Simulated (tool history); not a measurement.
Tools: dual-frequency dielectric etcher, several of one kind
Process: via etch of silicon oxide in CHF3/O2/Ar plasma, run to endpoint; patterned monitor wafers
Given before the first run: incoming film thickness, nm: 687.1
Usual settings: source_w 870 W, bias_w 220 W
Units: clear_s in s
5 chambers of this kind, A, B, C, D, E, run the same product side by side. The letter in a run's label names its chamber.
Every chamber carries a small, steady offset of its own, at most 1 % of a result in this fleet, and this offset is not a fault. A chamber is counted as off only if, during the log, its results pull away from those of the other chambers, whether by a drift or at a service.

run	hour	source_w	bias_w	clear_s
1E	4.2	870	220	280.95
2A	13.8	870	220	282.47
3B	21.5	870	220	279.59
4C	26.4	870	220	281.61
5D	30.8	870	220	282.63
6B	39.7	1010	220	264.97
7D	46.4	1010	220	266.56
8C	53.1	1010	220	265.40
9E	57.4	1010	220	267.46
10A	63.7	1010	220	269.41
11B	72.2	870	220	282.84
12A	81.3	870	269	262.85
13C	88.7	870	269	263.82
14D	93.0	870	269	264.06
15E	98.0	870	269	262.08
16C	103.7	870	269	262.81
17D	113.4	870	220	281.48
18B	119.9	870	220	279.83
19A	127.3	870	220	281.43
20E	132.9	870	220	280.02
# hour 139.9: chamber E: wet clean of the chamber
21D	141.9	870	220	281.69
22E	146.6	870	220	279.12
23A	155.9	870	220	282.57
# hour 163.8: chamber C: wet clean of the chamber
24B	165.1	870	220	283.61
25C	174.1	870	220	282.11
26C	182.9	870	220	281.31
27D	188.1	870	220	283.60
28E	192.9	870	220	280.56
# hour 199.8: chamber B: wet clean of the chamber
29B	202.5	870	220	279.15
30A	211.6	870	220	282.81
31E	218.5	870	220	282.12
32A	224.8	1010	181	287.92
33D	234.4	1010	181	287.53
34B	243.4	1010	181	281.39
35C	253.1	1010	181	283.20
36D	260.8	1010	181	283.02
37B	267.2	870	220	277.56
# hour 268.0: chamber A: wet clean of the chamber
38C	273.0	870	199	293.60
39E	280.3	870	199	291.74
40A	284.6	870	199	292.36
41E	291.7	870	199	291.08
42A	296.3	870	199	292.38

Next, all 5 chambers run the settings below, one line each with question marks for the results. What does each chamber give?
43A	303.3	870	220	?
43B	303.3	870	220	?
43C	303.3	870	220	?
43D	303.3	870	220	?
43E	303.3	870	220	?

run	clear_s
43A	283.57
43B	279.19
43C	281.97
43D	282.68
43E	277.58
